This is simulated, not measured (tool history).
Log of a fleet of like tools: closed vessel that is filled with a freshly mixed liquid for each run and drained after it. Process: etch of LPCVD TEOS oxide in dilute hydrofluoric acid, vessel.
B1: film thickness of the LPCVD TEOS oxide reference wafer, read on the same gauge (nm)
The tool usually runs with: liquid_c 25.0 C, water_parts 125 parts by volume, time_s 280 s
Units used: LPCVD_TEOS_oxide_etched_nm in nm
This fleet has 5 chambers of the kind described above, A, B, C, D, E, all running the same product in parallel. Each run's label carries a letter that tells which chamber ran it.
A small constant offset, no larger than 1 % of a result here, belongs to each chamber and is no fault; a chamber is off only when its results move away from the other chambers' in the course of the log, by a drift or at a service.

{"run": "1C", "hour": 7.8, "liquid_c": 25.0, "water_parts": 125, "time_s": 280, "B1": 150.01, "LPCVD_TEOS_oxide_etched_nm": 44.31}
{"run": "2B", "hour": 16.9, "liquid_c": 25.0, "water_parts": 125, "time_s": 280, "B1": 150.04, "LPCVD_TEOS_oxide_etched_nm": 44.272}
{"run": "3D", "hour": 21.7, "liquid_c": 25.0, "water_parts": 125, "time_s": 280, "B1": 149.99, "LPCVD_TEOS_oxide_etched_nm": 43.85}
{"run": "4E", "hour": 28.0, "liquid_c": 25.0, "water_parts": 125, "time_s": 280, "B1": 150.02, "LPCVD_TEOS_oxide_etched_nm": 43.822}
{"run": "5A", "hour": 35.6, "liquid_c": 25.0, "water_parts": 125, "time_s": 280, "B1": 149.99, "LPCVD_TEOS_oxide_etched_nm": 44.052}
{"run": "6E", "hour": 44.5, "liquid_c": 25.0, "water_parts": 105, "time_s": 220, "B1": 150.03, "LPCVD_TEOS_oxide_etched_nm": 41.994}
{"run": "7D", "hour": 48.9, "liquid_c": 25.0, "water_parts": 105, "time_s": 220, "B1": 149.99, "LPCVD_TEOS_oxide_etched_nm": 42.25}
{"run": "8B", "hour": 55.1, "liquid_c": 25.0, "water_parts": 105, "time_s": 220, "B1": 149.98, "LPCVD_TEOS_oxide_etched_nm": 42.63}
{"run": "9A", "hour": 62.0, "liquid_c": 25.0, "water_parts": 105, "time_s": 220, "B1": 150.0, "LPCVD_TEOS_oxide_etched_nm": 42.672}
{"run": "10C", "hour": 68.2, "liquid_c": 25.0, "water_parts": 105, "time_s": 220, "B1": 149.99, "LPCVD_TEOS_oxide_etched_nm": 41.961}
{"run": "11A", "hour": 72.6, "liquid_c": 25.0, "water_parts": 125, "time_s": 280, "B1": 150.0, "LPCVD_TEOS_oxide_etched_nm": 43.96}
{"run": "12D", "hour": 81.3, "liquid_c": 25.0, "water_parts": 125, "time_s": 280, "B1": 149.98, "LPCVD_TEOS_oxide_etched_nm": 43.834}
{"run": "13B", "hour": 89.7, "liquid_c": 29.5, "water_parts": 125, "time_s": 280, "B1": 150.01, "LPCVD_TEOS_oxide_etched_nm": 52.976}
{"run": "14C", "hour": 95.0, "liquid_c": 29.5, "water_parts": 125, "time_s": 280, "B1": 150.03, "LPCVD_TEOS_oxide_etched_nm": 51.758}
{"run": "15E", "hour": 101.2, "liquid_c": 29.5, "water_parts": 125, "time_s": 280, "B1": 150.0, "LPCVD_TEOS_oxide_etched_nm": 52.863}
{"run": "16C", "hour": 106.1, "liquid_c": 29.5, "water_parts": 125, "time_s": 280, "B1": 149.99, "LPCVD_TEOS_oxide_etched_nm": 51.544}
{"run": "17B", "hour": 112.7, "liquid_c": 29.5, "water_parts": 125, "time_s": 280, "B1": 150.01, "LPCVD_TEOS_oxide_etched_nm": 52.602}
{"run": "18A", "hour": 117.8, "liquid_c": 25.0, "water_parts": 125, "time_s": 280, "B1": 150.01, "LPCVD_TEOS_oxide_etched_nm": 43.935}
{"run": "19E", "hour": 123.8, "liquid_c": 25.0, "water_parts": 125, "time_s": 280, "B1": 149.99, "LPCVD_TEOS_oxide_etched_nm": 44.942}
{"run": "20D", "hour": 130.6, "liquid_c": 25.0, "water_parts": 125, "time_s": 280, "B1": 149.97, "LPCVD_TEOS_oxide_etched_nm": 43.593}
{"run": "21E", "hour": 139.0, "liquid_c": 25.0, "water_parts": 125, "time_s": 280, "B1": 150.01, "LPCVD_TEOS_oxide_etched_nm": 45.479}
{"run": "22B", "hour": 144.2, "liquid_c": 25.0, "water_parts": 125, "time_s": 280, "B1": 150.03, "LPCVD_TEOS_oxide_etched_nm": 44.363}
{"run": "23C", "hour": 150.5, "liquid_c": 25.0, "water_parts": 125, "time_s": 280, "B1": 150.01, "LPCVD_TEOS_oxide_etched_nm": 43.951}
{"run": "24D", "hour": 158.0, "liquid_c": 25.0, "water_parts": 125, "time_s": 280, "B1": 150.02, "LPCVD_TEOS_oxide_etched_nm": 43.665}
{"run": "25A", "hour": 163.8, "liquid_c": 25.0, "water_parts": 125, "time_s": 280, "B1": 150.01, "LPCVD_TEOS_oxide_etched_nm": 44.413}
{"run": "26E", "hour": 168.1, "liquid_c": 25.0, "water_parts": 125, "time_s": 280, "B1": 150.01, "LPCVD_TEOS_oxide_etched_nm": 45.834}
{"run": "27C", "hour": 174.7, "liquid_c": 25.0, "water_parts": 125, "time_s": 445, "B1": 150.03, "LPCVD_TEOS_oxide_etched_nm": 69.28}
{"run": "28B", "hour": 180.6, "liquid_c": 25.0, "water_parts": 125, "time_s": 445, "B1": 150.01, "LPCVD_TEOS_oxide_etched_nm": 71.054}
{"run": "29D", "hour": 187.5, "liquid_c": 25.0, "water_parts": 125, "time_s": 445, "B1": 149.99, "LPCVD_TEOS_oxide_etched_nm": 69.8}
{"run": "30A", "hour": 195.9, "liquid_c": 25.0, "water_parts": 125, "time_s": 445, "B1": 149.97, "LPCVD_TEOS_oxide_etched_nm": 70.128}
{"hour": 200.2, "done": "chamber C: thermometer replaced"}
{"run": "31C", "hour": 204.0, "liquid_c": 25.0, "water_parts": 125, "time_s": 445, "B1": 150.02, "LPCVD_TEOS_oxide_etched_nm": 68.82}
{"run": "32E", "hour": 211.1, "liquid_c": 25.0, "water_parts": 125, "time_s": 280, "B1": 149.99, "LPCVD_TEOS_oxide_etched_nm": 46.609}
{"run": "33A", "hour": 217.3, "liquid_c": 25.0, "water_parts": 125, "time_s": 280, "B1": 150.02, "LPCVD_TEOS_oxide_etched_nm": 44.66}

Decide between three cases: one chamber stands off from its peers, the gauge reading all wafers drifts, or nothing is wrong past each chamber's small offset. Where a chamber is off, say which and what most likely put it there.

One chamber, E, drifts off from the rest bit by bit.
What lies behind it: hydrofluoric acid flow above the setpoint (%) = 5.39.
The log might look much the same if the cause were instead: liquid hotter than its thermometer reads (K).

Here are 4 candidates for chamber E's next run, each the usual settings with a change, their results left as question marks. Which one brings its results back in line with what the others give on the usual settings?
Counts as in line when no further than this from what the other chambers average on the usual settings: LPCVD_TEOS_oxide_etched_nm 0.910 nm
{"run": "34E-1", "hour": 224.0, "liquid_c": 25.0, "water_parts": 125, "time_s": 265, "LPCVD_TEOS_oxide_etched_nm": "?"}
{"run": "34E-2", "hour": 224.0, "liquid_c": 25.0, "water_parts": 125, "time_s": 310, "LPCVD_TEOS_oxide_etched_nm": "?"}
{"run": "34E-3", "hour": 224.0, "liquid_c": 25.0, "water_parts": 125, "time_s": 255, "LPCVD_TEOS_oxide_etched_nm": "?"}
{"run": "34E-4", "hour": 224.0, "liquid_c": 26.5, "water_parts": 125, "time_s": 280, "LPCVD_TEOS_oxide_etched_nm": "?"}

The other chambers' mean on the usual settings: LPCVD_TEOS_oxide_etched_nm 44.037 nm
run=34E-1 LPCVD_TEOS_oxide_etched_nm=44.345
run=34E-2 LPCVD_TEOS_oxide_etched_nm=51.875
run=34E-3 LPCVD_TEOS_oxide_etched_nm=42.671
run=34E-4 LPCVD_TEOS_oxide_etched_nm=49.653
34E-1 puts the chamber back in line with the other chambers.
